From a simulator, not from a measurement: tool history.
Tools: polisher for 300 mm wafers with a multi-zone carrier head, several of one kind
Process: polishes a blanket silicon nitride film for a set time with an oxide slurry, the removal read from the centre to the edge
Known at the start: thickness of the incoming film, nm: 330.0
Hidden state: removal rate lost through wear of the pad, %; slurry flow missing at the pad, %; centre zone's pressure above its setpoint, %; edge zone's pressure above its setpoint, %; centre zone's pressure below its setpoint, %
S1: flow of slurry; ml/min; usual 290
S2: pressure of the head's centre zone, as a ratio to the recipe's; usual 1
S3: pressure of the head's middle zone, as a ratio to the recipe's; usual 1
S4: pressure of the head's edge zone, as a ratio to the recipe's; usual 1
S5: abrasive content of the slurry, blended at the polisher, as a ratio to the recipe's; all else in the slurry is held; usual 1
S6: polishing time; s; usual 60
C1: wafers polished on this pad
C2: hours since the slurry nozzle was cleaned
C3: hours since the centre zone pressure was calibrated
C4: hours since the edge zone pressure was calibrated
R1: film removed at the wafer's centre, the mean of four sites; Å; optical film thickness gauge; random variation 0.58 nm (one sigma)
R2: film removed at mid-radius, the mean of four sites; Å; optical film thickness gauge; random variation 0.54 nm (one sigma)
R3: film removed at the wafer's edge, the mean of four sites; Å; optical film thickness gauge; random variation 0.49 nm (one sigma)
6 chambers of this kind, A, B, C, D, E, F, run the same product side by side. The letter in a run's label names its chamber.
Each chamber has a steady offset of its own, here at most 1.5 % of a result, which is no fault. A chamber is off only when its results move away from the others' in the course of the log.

{"hour": 2.4, "done": "chamber D: edge zone pressure recalibrated"}
{"run": "1E", "hour": 14.8, "S1": 290, "S2": 1, "S3": 1, "S4": 1, "S5": 1, "S6": 60, "C1": 244, "C2": 391.3, "C3": 188.8, "C4": 629.2, "R1": 480.43, "R2": 472.5, "R3": 455.09}
{"hour": 21.1, "done": "chamber A: worn pad replaced by a new one"}
{"run": "2D", "hour": 24.8, "S1": 290, "S2": 1, "S3": 1, "S4": 1, "S5": 1, "S6": 60, "C1": 451, "C2": 160.1, "C3": 74.4, "C4": 22.5, "R1": 460.73, "R2": 469.54, "R3": 465.63}
{"run": "3B", "hour": 33.1, "S1": 290, "S2": 1, "S3": 1, "S4": 1, "S5": 1, "S6": 60, "C1": 722, "C2": 354.1, "C3": 464.3, "C4": 72.5, "R1": 454.43, "R2": 458.67, "R3": 470.49}
{"hour": 37.2, "done": "chamber B: worn pad replaced by a new one"}
{"hour": 37.5, "done": "chamber B: slurry nozzle cleaned"}
{"run": "4C", "hour": 48.0, "S1": 290, "S2": 1, "S3": 1, "S4": 1, "S5": 1, "S6": 60, "C1": 539, "C2": 153.2, "C3": 494.4, "C4": 597.5, "R1": 464.98, "R2": 473.05, "R3": 455.74}
{"hour": 54.7, "done": "chamber F: worn pad replaced by a new one"}
{"hour": 58.2, "done": "chamber C: worn pad replaced by a new one"}
{"run": "5F", "hour": 62.0, "S1": 290, "S2": 1, "S3": 1, "S4": 1, "S5": 1, "S6": 60, "C1": 56, "C2": 749.6, "C3": 835.1, "C4": 265.1, "R1": 467.13, "R2": 465.82, "R3": 466.33}
{"hour": 64.4, "done": "chamber E: slurry nozzle cleaned"}
{"hour": 72.0, "done": "chamber E: worn pad replaced by a new one"}
{"run": "6A", "hour": 75.0, "S1": 290, "S2": 1, "S3": 1, "S4": 1, "S5": 1, "S6": 60, "C1": 414, "C2": 380.3, "C3": 538.1, "C4": 289.9, "R1": 465.9, "R2": 475.62, "R3": 458.15}
{"hour": 79.0, "done": "chamber D: slurry nozzle cleaned"}
{"run": "7A", "hour": 85.3, "S1": 290, "S2": 1, "S3": 1, "S4": 1, "S5": 1.2, "S6": 60, "C1": 493, "C2": 390.6, "C3": 548.4, "C4": 300.2, "R1": 503.12, "R2": 506.19, "R3": 494.96}
{"hour": 88.7, "done": "chamber F: slurry nozzle cleaned"}
{"run": "8B", "hour": 99.9, "S1": 290, "S2": 1, "S3": 1, "S4": 1, "S5": 1.2, "S6": 60, "C1": 482, "C2": 62.4, "C3": 531.1, "C4": 139.3, "R1": 488.23, "R2": 509.6, "R3": 501.23}
{"hour": 102.0, "done": "chamber D: worn pad replaced by a new one"}
{"run": "9C", "hour": 108.8, "S1": 290, "S2": 1, "S3": 1, "S4": 1, "S5": 1.2, "S6": 60, "C1": 389, "C2": 214, "C3": 555.2, "C4": 658.3, "R1": 510.41, "R2": 507.02, "R3": 507.74}
{"hour": 113.9, "done": "chamber A: worn pad replaced by a new one"}
{"hour": 114.5, "done": "chamber E: edge zone pressure recalibrated"}
{"run": "10E", "hour": 118.3, "S1": 290, "S2": 1, "S3": 1, "S4": 1, "S5": 1.2, "S6": 60, "C1": 355, "C2": 54, "C3": 292.3, "C4": 3.9, "R1": 510.64, "R2": 497.21, "R3": 500.34}
{"hour": 126.4, "done": "chamber A: centre zone pressure recalibrated"}
{"run": "11F", "hour": 131.1, "S1": 290, "S2": 1, "S3": 1, "S4": 1, "S5": 1.2, "S6": 60, "C1": 587, "C2": 42.4, "C3": 904.2, "C4": 334.2, "R1": 505.54, "R2": 502.45, "R3": 500.96}
{"run": "12D", "hour": 146.9, "S1": 290, "S2": 1, "S3": 1, "S4": 1, "S5": 1.2, "S6": 60, "C1": 345, "C2": 68, "C3": 196.5, "C4": 144.6, "R1": 516.76, "R2": 514.79, "R3": 500.05}
{"hour": 148.6, "done": "chamber C: worn pad replaced by a new one"}
{"hour": 154.7, "done": "chamber E: worn pad replaced by a new one"}
{"run": "13E", "hour": 158.8, "S1": 290, "S2": 1, "S3": 1, "S4": 1, "S5": 1, "S6": 60, "C1": 31, "C2": 94.5, "C3": 332.8, "C4": 44.4, "R1": 480.92, "R2": 467.22, "R3": 457.28}
{"hour": 164.2, "done": "chamber F: worn pad replaced by a new one"}
{"hour": 165.4, "done": "chamber B: worn pad replaced by a new one"}
{"run": "14F", "hour": 171.9, "S1": 290, "S2": 1, "S3": 1, "S4": 1, "S5": 1, "S6": 60, "C1": 59, "C2": 83.2, "C3": 945, "C4": 375, "R1": 476.79, "R2": 469.18, "R3": 460.44}
{"hour": 173.8, "done": "chamber A: edge zone pressure recalibrated"}
{"hour": 174.5, "done": "chamber C: centre zone pressure recalibrated"}
{"run": "15B", "hour": 183.4, "S1": 290, "S2": 1, "S3": 1, "S4": 1.07, "S5": 0.75, "S6": 60, "C1": 138, "C2": 145.9, "C3": 614.6, "C4": 222.8, "R1": 402.3, "R2": 405.44, "R3": 413.18}
{"run": "16C", "hour": 192.8, "S1": 290, "S2": 1, "S3": 1, "S4": 1.07, "S5": 0.75, "S6": 60, "C1": 340, "C2": 298, "C3": 18.4, "C4": 742.3, "R1": 369.32, "R2": 405.7, "R3": 413.78}
{"run": "17A", "hour": 199.9, "S1": 290, "S2": 1, "S3": 1, "S4": 1.07, "S5": 0.75, "S6": 60, "C1": 661, "C2": 505.2, "C3": 73.5, "C4": 26.2, "R1": 417.84, "R2": 391.65, "R3": 419.17}
{"hour": 212.2, "done": "chamber A: worn pad replaced by a new one"}
{"run": "18D", "hour": 212.7, "S1": 290, "S2": 1, "S3": 1, "S4": 1.07, "S5": 0.75, "S6": 60, "C1": 850, "C2": 133.8, "C3": 262.3, "C4": 210.4, "R1": 400.94, "R2": 409.21, "R3": 421.74}
{"run": "19B", "hour": 224.4, "S1": 290, "S2": 1, "S3": 1, "S4": 1.07, "S5": 0.75, "S6": 60, "C1": 453, "C2": 186.9, "C3": 655.6, "C4": 263.8, "R1": 401.57, "R2": 400.82, "R3": 426.3}
{"run": "20F", "hour": 234.1, "S1": 290, "S2": 1, "S3": 1, "S4": 1.07, "S5": 0.75, "S6": 60, "C1": 537, "C2": 145.4, "C3": 1007.2, "C4": 437.2, "R1": 407.83, "R2": 414.26, "R3": 418.36}
{"hour": 235.5, "done": "chamber E: worn pad replaced by a new one"}
{"hour": 236.9, "done": "chamber C: worn pad replaced by a new one"}
{"run": "21C", "hour": 241.7, "S1": 290, "S2": 1, "S3": 1, "S4": 1, "S5": 1, "S6": 60, "C1": 37, "C2": 346.9, "C3": 67.3, "C4": 791.2, "R1": 425.87, "R2": 468.55, "R3": 470.5}
{"hour": 254.6, "done": "chamber D: worn pad replaced by a new one"}
{"run": "22A", "hour": 258.2, "S1": 220, "S2": 1, "S3": 1, "S4": 1, "S5": 1, "S6": 60, "C1": 353, "C2": 563.5, "C3": 131.8, "C4": 84.5, "R1": 452.12, "R2": 456.81, "R3": 444.39}
{"run": "23E", "hour": 266.5, "S1": 220, "S2": 1, "S3": 1, "S4": 1, "S5": 1, "S6": 60, "C1": 238, "C2": 202.2, "C3": 440.5, "C4": 152.1, "R1": 463.07, "R2": 449.91, "R3": 445.53}
{"hour": 275.5, "done": "chamber F: worn pad replaced by a new one"}
{"run": "24D", "hour": 278.9, "S1": 220, "S2": 1, "S3": 1, "S4": 1, "S5": 1, "S6": 60, "C1": 186, "C2": 200, "C3": 328.5, "C4": 276.6, "R1": 450.21, "R2": 445.21, "R3": 456.75}
{"hour": 290.6, "done": "chamber B: worn pad replaced by a new one"}
{"run": "25F", "hour": 292.4, "S1": 220, "S2": 1, "S3": 1, "S4": 1, "S5": 1, "S6": 60, "C1": 130, "C2": 203.7, "C3": 1065.5, "C4": 495.5, "R1": 448.17, "R2": 446.68, "R3": 458.94}
{"hour": 296.5, "done": "chamber A: worn pad replaced by a new one"}
{"run": "26C", "hour": 305.8, "S1": 220, "S2": 1, "S3": 1, "S4": 1, "S5": 1, "S6": 60, "C1": 529, "C2": 411, "C3": 131.4, "C4": 855.3, "R1": 405.06, "R2": 446.26, "R3": 458.72}
{"hour": 316.3, "done": "chamber C: worn pad replaced by a new one"}
{"hour": 317.7, "done": "chamber D: slurry nozzle cleaned"}
{"run": "27D", "hour": 320.3, "S1": 220, "S2": 1, "S3": 1, "S4": 1, "S5": 1, "S6": 60, "C1": 505, "C2": 2.6, "C3": 369.9, "C4": 318, "R1": 453.24, "R2": 452.22, "R3": 456.24}
{"hour": 332.4, "done": "chamber E: worn pad replaced by a new one"}
{"run": "28A", "hour": 334.5, "S1": 290, "S2": 1, "S3": 1, "S4": 1, "S5": 1, "S6": 60, "C1": 292, "C2": 639.8, "C3": 208.1, "C4": 160.8, "R1": 464.42, "R2": 475.47, "R3": 460.37}
{"run": "29B", "hour": 348.0, "S1": 290, "S2": 1, "S3": 1, "S4": 1, "S5": 1, "S6": 60, "C1": 441, "C2": 310.5, "C3": 779.2, "C4": 387.4, "R1": 464.41, "R2": 466.74, "R3": 474.47}
{"hour": 362.1, "done": "chamber C: slurry nozzle cleaned"}
{"run": "30E", "hour": 364.6, "S1": 290, "S2": 1, "S3": 1, "S4": 1, "S5": 1, "S6": 60, "C1": 248, "C2": 300.3, "C3": 538.6, "C4": 250.2, "R1": 471.03, "R2": 467.35, "R3": 468.44}
{"run": "31A", "hour": 376.2, "S1": 290, "S2": 1, "S3": 1, "S4": 1, "S5": 1, "S6": 60, "C1": 612, "C2": 681.5, "C3": 249.8, "C4": 202.5, "R1": 468.92, "R2": 464.69, "R3": 472.24}
{"hour": 376.4, "done": "chamber B: slurry nozzle cleaned"}
{"hour": 378.5, "done": "chamber F: worn pad replaced by a new one"}
{"hour": 381.2, "done": "chamber D: worn pad replaced by a new one"}
{"run": "32C", "hour": 383.7, "S1": 290, "S2": 1.1, "S3": 1, "S4": 1, "S5": 0.75, "S6": 60, "C1": 517, "C2": 21.7, "C3": 209.3, "C4": 933.2, "R1": 400.13, "R2": 396.8, "R3": 413.2}
{"hour": 387.7, "done": "chamber B: worn pad replaced by a new one"}
{"run": "33E", "hour": 392.4, "S1": 290, "S2": 1.1, "S3": 1, "S4": 1, "S5": 0.75, "S6": 60, "C1": 461, "C2": 328.1, "C3": 566.4, "C4": 278, "R1": 452.91, "R2": 406.01, "R3": 398.15}
{"run": "34D", "hour": 408.9, "S1": 290, "S2": 1.1, "S3": 1, "S4": 1, "S5": 0.75, "S6": 60, "C1": 212, "C2": 91.2, "C3": 458.5, "C4": 406.6, "R1": 447.37, "R2": 405.99, "R3": 407.98}
{"run": "35B", "hour": 424.4, "S1": 290, "S2": 1.1, "S3": 1, "S4": 1, "S5": 0.75, "S6": 60, "C1": 282, "C2": 48.1, "C3": 855.6, "C4": 463.8, "R1": 445.73, "R2": 399.1, "R3": 405.63}
{"run": "36F", "hour": 436.9, "S1": 290, "S2": 1.1, "S3": 1, "S4": 1, "S5": 0.75, "S6": 60, "C1": 448, "C2": 348.2, "C3": 1210, "C4": 640, "R1": 456.96, "R2": 399.7, "R3": 402.47}

Next, every chamber runs the same settings. What will each give?
{"run": "37A", "hour": 448.8, "S1": 290, "S2": 1, "S3": 1, "S4": 1, "S5": 1, "S6": 51, "R1": "?", "R2": "?", "R3": "?"}
{"run": "37B", "hour": 448.8, "S1": 290, "S2": 1, "S3": 1, "S4": 1, "S5": 1, "S6": 51, "R1": "?", "R2": "?", "R3": "?"}
{"run": "37C", "hour": 448.8, "S1": 290, "S2": 1, "S3": 1, "S4": 1, "S5": 1, "S6": 51, "R1": "?", "R2": "?", "R3": "?"}
{"run": "37D", "hour": 448.8, "S1": 290, "S2": 1, "S3": 1, "S4": 1, "S5": 1, "S6": 51, "R1": "?", "R2": "?", "R3": "?"}
{"run": "37E", "hour": 448.8, "S1": 290, "S2": 1, "S3": 1, "S4": 1, "S5": 1, "S6": 51, "R1": "?", "R2": "?", "R3": "?"}
{"run": "37F", "hour": 448.8, "S1": 290, "S2": 1, "S3": 1, "S4": 1, "S5": 1, "S6": 51, "R1": "?", "R2": "?", "R3": "?"}

run=37A R1=391.24 R2=392.08 R3=390.51
run=37B R1=388.12 R2=398.46 R3=394.68
run=37C R1=352.64 R2=394.2 R3=397
run=37D R1=396.83 R2=383.52 R3=390.57
run=37E R1=408.33 R2=397.78 R3=392.9
run=37F R1=400.9 R2=397.42 R3=391.02
